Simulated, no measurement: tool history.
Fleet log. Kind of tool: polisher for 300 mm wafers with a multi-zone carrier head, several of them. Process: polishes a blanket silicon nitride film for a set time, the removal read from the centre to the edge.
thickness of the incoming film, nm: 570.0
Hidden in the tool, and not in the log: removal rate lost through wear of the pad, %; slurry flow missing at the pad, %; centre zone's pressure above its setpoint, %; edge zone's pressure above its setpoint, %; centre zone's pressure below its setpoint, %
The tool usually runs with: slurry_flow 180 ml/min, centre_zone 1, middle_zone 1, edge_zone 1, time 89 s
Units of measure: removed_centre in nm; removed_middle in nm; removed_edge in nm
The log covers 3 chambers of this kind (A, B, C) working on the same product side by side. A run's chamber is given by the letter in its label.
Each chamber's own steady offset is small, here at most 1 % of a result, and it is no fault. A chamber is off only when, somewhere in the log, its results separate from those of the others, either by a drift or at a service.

run	hour	slurry_flow	centre_zone	middle_zone	edge_zone	time	wafers polished on this pad	hours since the slurry nozzle was cleaned	hours since the centre zone pressure was calibrated	hours since the edge zone pressure was calibrated	removed_centre	removed_middle	removed_edge
# hour 4.2: chamber A: worn pad replaced by a new one
# hour 5.4: chamber C: worn pad replaced by a new one
1A	12.1	180	1	1	1	89	67	228.1	360.5	125.9	218.09	222.5	224.67
2C	21.2	180	1	1	1	89	134	54.1	835.1	470.2	221.15	219.8	227.67
3B	28.3	180	1	1	1	89	805	778.8	1134.6	82.2	221.18	223.86	220.9
4C	35.4	180	1	1	1	89	255	68.3	849.3	484.4	222.73	221.19	225.57
# hour 42.9: chamber B: slurry nozzle cleaned
5B	43.9	180	1	1	1	89	938	1	1150.2	97.8	223.23	221.74	221.85
6A	59.2	155	1	0.92	1	89	468	275.2	407.6	173	213.88	202.29	216.73
# hour 70.1: chamber A: worn pad replaced by a new one
7A	71.7	155	1	0.92	1	89	14	287.7	420.1	185.5	214.9	201.98	220.38
# hour 74.7: chamber B: worn pad replaced by a new one
8C	86	155	1	0.92	1	89	686	118.9	899.9	535	212.96	198.08	221.13
9B	100.1	180	1	1	1	89	217	57.2	1206.4	154	217.49	221.31	220.25
10A	111.7	180	1	1	1	89	354	327.7	460.1	225.5	218.24	221.32	222.19
11B	126	180	1	1	1	89	437	83.1	1232.3	179.9	223.75	227.51	223.07
# hour 131.3: chamber C: worn pad replaced by a new one
12C	134.2	180	1	1	0.9	89	25	167.1	948.1	583.2	220.68	217.74	210.51
# hour 144.9: chamber A: worn pad replaced by a new one
13C	148.6	180	1	1	0.9	89	147	181.5	962.5	597.6	221.63	223.48	212.3
14A	160	180	1	1	0.9	89	129	376	508.4	273.8	221.33	224.28	208.87
15B	170.3	180	1	1	1	89	814	127.4	1276.6	224.2	223.18	221.42	225.13
16B	179.8	180	1	1	1	89	895	136.9	1286.1	233.7	220.84	222.89	219.21
17A	189	180	1	1	1	89	376	405	537.4	302.8	217.88	222.35	222.93
# hour 193.8: chamber B: centre zone pressure recalibrated
18C	196.9	180	1	1	1	89	559	229.8	1010.8	645.9	220.73	222.16	221.57
# hour 207.6: chamber C: edge zone pressure recalibrated
19A	209.3	180	1	1	1	89	548	425.3	557.7	323.1	221.05	224.77	222.48
# hour 213.8: chamber B: worn pad replaced by a new one
# hour 215.3: chamber A: worn pad replaced by a new one
20B	222.5	180	1	1	1	89	74	179.6	28.7	276.4	201.25	223.51	222.81
21C	234.7	180	1	1	1	89	880	267.6	1048.6	27.1	221.27	221.22	227.27
22C	241.5	230	1	0.96	1	89	938	274.4	1055.4	33.9	228.37	222.3	232.34
23B	254	230	1	0.96	1	89	343	211.1	60.2	307.9	206.65	224.81	228.11
# hour 255.6: chamber C: worn pad replaced by a new one
24A	267.2	230	1	0.96	1	89	442	483.2	615.6	381	226.68	221.36	226.2
25C	276.7	180	1	1	1	89	179	309.6	1090.6	69.1	220.42	221.65	222.41
# hour 283.2: chamber A: worn pad replaced by a new one
26B	288.2	180	1	1	1	89	634	245.3	94.4	342.1	201.06	221.77	220.37
# hour 298.6: chamber C: slurry nozzle cleaned
27A	302.4	180	1	1	1	89	163	518.4	650.8	416.2	221.82	223.03	220.8
28A	310.4	180	1	1	1	89	231	526.4	658.8	424.2	219.58	221.02	218.8
29B	317.7	180	0.93	0.91	1	89	885	274.8	123.9	371.6	186.5	203.51	220.82
# hour 321.7: chamber A: slurry nozzle cleaned
30C	327.4	180	0.93	0.91	1	89	611	28.9	1141.3	119.8	202.28	201.69	223.63
# hour 334.4: chamber B: worn pad replaced by a new one
31B	340	180	0.93	0.91	1	89	48	297.1	146.2	393.9	185.42	206.74	220.31
32C	353.9	180	1	1	1	89	837	55.4	1167.8	146.3	219.53	221.87	227.6
33A	362.4	180	1	1	0.9	89	674	40.7	710.8	476.2	221.63	220.66	212.08
# hour 364.7: chamber A: worn pad replaced by a new one
# hour 367.7: chamber C: worn pad replaced by a new one
34A	376.3	180	1	1	0.9	89	99	54.6	724.7	490.1	219.7	222.68	210.86
35C	386.1	180	1	1	0.9	89	157	87.6	1200	178.5	222.2	222.19	216.21

What goes on in this fleet: one chamber off, a drifting gauge, or nothing beyond the chambers' own small offsets? Name the chamber and the cause, if any.

Chamber B came out of a service off from its peers and stayed that way.
Most likely cause: centre zone's pressure below its setpoint, % = 8.44.

Which of the 4 candidates below, each the usual settings with something changed and its results left as question marks, puts chamber B back in line with what the other chambers give on the usual settings?
In line here means within this much of the mean the other chambers give on the usual settings: removed_centre 5.8 nm; removed_middle 6 nm; removed_edge 7.4 nm
36B-1	397.3	180	0.97	1.01	1.01	88					?	?	?
36B-2	397.3	180	1.03	0.99	0.99	90					?	?	?
36B-3	397.3	175	0.93	1.03	1.02	88					?	?	?
36B-4	397.3	185	1.07	0.97	0.98	90					?	?	?

Other chambers, usual settings, mean: removed_centre 220.21 nm; removed_middle 221.96 nm; removed_edge 223.67 nm
run	removed_centre	removed_middle	removed_edge
36B-1	193.53	222.34	219.93
36B-2	211.25	223.22	222.63
36B-3	183.91	225.4	220.29
36B-4	221.18	220	222.21
Change 36B-4 lands the chamber within the allowed miss of the other chambers.
